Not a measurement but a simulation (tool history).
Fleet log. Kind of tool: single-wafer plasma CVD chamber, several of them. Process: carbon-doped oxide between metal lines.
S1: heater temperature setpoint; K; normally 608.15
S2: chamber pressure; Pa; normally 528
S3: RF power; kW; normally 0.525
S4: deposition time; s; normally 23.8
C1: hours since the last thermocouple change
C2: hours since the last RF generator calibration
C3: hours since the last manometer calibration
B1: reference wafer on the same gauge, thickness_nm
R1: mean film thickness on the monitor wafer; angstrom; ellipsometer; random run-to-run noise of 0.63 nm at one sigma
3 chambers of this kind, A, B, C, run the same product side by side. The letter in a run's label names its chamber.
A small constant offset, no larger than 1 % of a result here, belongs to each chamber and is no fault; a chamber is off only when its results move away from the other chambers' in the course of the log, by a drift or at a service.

| run | hour | S1 | S2 | S3 | S4 | C1 | C2 | C3 | B1 | R1 |
|---|---|---|---|---|---|---|---|---|---|---|
| 1C | 3.7 | 608.15 | 528 | 0.525 | 23.8 | 1346.3 | 1905.9 | 1334.6 | 137 | 1257.9 |
| 2A | 5.6 | 608.15 | 528 | 0.525 | 23.8 | 1078.4 | 778 | 437.5 | 136.98 | 1261.4 |
| 3B | 8.2 | 608.15 | 528 | 0.525 | 23.8 | 1302.5 | 2186.3 | 1713.6 | 137.27 | 1256.9 |
| 4B | 11.7 | 608.15 | 528 | 0.525 | 23.8 | 1306 | 2189.8 | 1717.1 | 136.93 | 1268.1 |
| 5A | 15.8 | 608.15 | 528 | 0.525 | 23.8 | 1088.6 | 788.2 | 447.7 | 136.82 | 1272.2 |
| 6C | 18.4 | 608.15 | 528 | 0.525 | 23.8 | 1361 | 1920.6 | 1349.3 | 137.1 | 1257 |
| 7B | 20.6 | 608.15 | 528 | 0.525 | 23.8 | 1314.9 | 2198.7 | 1726 | 137.12 | 1262.7 |
| 8C | 23 | 608.15 | 528 | 0.525 | 23.8 | 1365.6 | 1925.2 | 1353.9 | 137.16 | 1261.9 |
| 9A | 25.8 | 608.15 | 401 | 0.585 | 23.8 | 1098.6 | 798.2 | 457.7 | 136.96 | 1335.7 |
| 10B | 29.4 | 608.15 | 401 | 0.585 | 23.8 | 1323.7 | 2207.5 | 1734.8 | 136.95 | 1327.3 |
| 11A | 32.2 | 608.15 | 401 | 0.585 | 23.8 | 1105 | 804.6 | 464.1 | 136.98 | 1315.2 |
| 12C | 35.2 | 608.15 | 528 | 0.525 | 23.8 | 1377.8 | 1937.4 | 1366.1 | 137.19 | 1269.2 |
| 13A | 39.3 | 608.15 | 528 | 0.525 | 23.8 | 1112.1 | 811.7 | 471.2 | 136.88 | 1267.7 |
| 14C | 42.5 | 608.15 | 528 | 0.525 | 23.8 | 1385.1 | 1944.7 | 1373.4 | 137.12 | 1258.4 |
| 15B | 44.6 | 608.15 | 528 | 0.525 | 23.8 | 1338.9 | 2222.7 | 1750 | 137.02 | 1271.1 |
| 16C | 47.5 | 608.15 | 528 | 0.525 | 23.8 | 1390.1 | 1949.7 | 1378.4 | 137.09 | 1263.1 |
| 17A | 51.3 | 608.15 | 528 | 0.525 | 23.8 | 1124.1 | 823.7 | 483.2 | 136.87 | 1267.8 |
| 18B | 54.4 | 608.15 | 528 | 0.525 | 23.8 | 1348.7 | 2232.5 | 1759.8 | 137 | 1249 |
| 19B | 57.4 | 608.15 | 528 | 0.525 | 23.8 | 1351.7 | 2235.5 | 1762.8 | 137.14 | 1265.3 |
| 20C | 60.5 | 608.15 | 528 | 0.525 | 23.8 | 1403.1 | 1962.7 | 1391.4 | 137.06 | 1261.2 |
| 21A | 64.2 | 608.15 | 528 | 0.525 | 23.8 | 1137 | 836.6 | 496.1 | 136.82 | 1274.1 |
| 22C | 66.2 | 608.15 | 528 | 0.525 | 23.8 | 1408.8 | 1968.4 | 1397.1 | 136.8 | 1262.4 |
| 23B | 69.4 | 608.15 | 528 | 0.525 | 23.8 | 1363.7 | 2247.5 | 1774.8 | 136.95 | 1261.3 |
|  | 70.3 | chamber B: thermocouple changed; heater temperature recalibrated |
| 24A | 72.8 | 608.15 | 487 | 0.525 | 23.8 | 1145.6 | 845.2 | 504.7 | 136.99 | 1257.3 |
| 25B | 76.1 | 608.15 | 487 | 0.525 | 23.8 | 5.8 | 2254.2 | 1781.5 | 137.04 | 1249.8 |
| 26A | 78.6 | 608.15 | 487 | 0.525 | 23.8 | 1151.4 | 851 | 510.5 | 137.05 | 1250.8 |
| 27C | 81.4 | 608.15 | 528 | 0.525 | 23.8 | 1424 | 1983.6 | 1412.3 | 137.1 | 1261.4 |
| 28A | 84.5 | 608.15 | 629 | 0.525 | 26.5 | 1157.3 | 856.9 | 516.4 | 136.96 | 1442.3 |
| 29B | 86.9 | 608.15 | 629 | 0.525 | 26.5 | 16.6 | 2265 | 1792.3 | 136.98 | 1439.7 |
| 30C | 89.8 | 608.15 | 629 | 0.525 | 26.5 | 1432.4 | 1992 | 1420.7 | 137.2 | 1438.2 |
| 31B | 92 | 618.15 | 528 | 0.57 | 23.8 | 21.7 | 2270.1 | 1797.4 | 137.2 | 1282.8 |
| 32A | 96.2 | 618.15 | 528 | 0.57 | 23.8 | 1169 | 868.6 | 528.1 | 137 | 1293.3 |
| 33C | 99.4 | 618.15 | 528 | 0.57 | 23.8 | 1442 | 2001.6 | 1430.3 | 137.14 | 1275.9 |
| 34C | 103.2 | 608.15 | 528 | 0.525 | 23.8 | 1445.8 | 2005.4 | 1434.1 | 137.06 | 1257.4 |
| 35A | 105.8 | 608.15 | 528 | 0.525 | 23.8 | 1178.6 | 878.2 | 537.7 | 136.96 | 1264.6 |

Is one chamber out of step, is the gauge drifting, or do the chambers differ by no more than their own small offsets? For an off chamber, give its letter and the likeliest cause.

No chamber stands off beyond its own small offset, and the gauge holds steady.
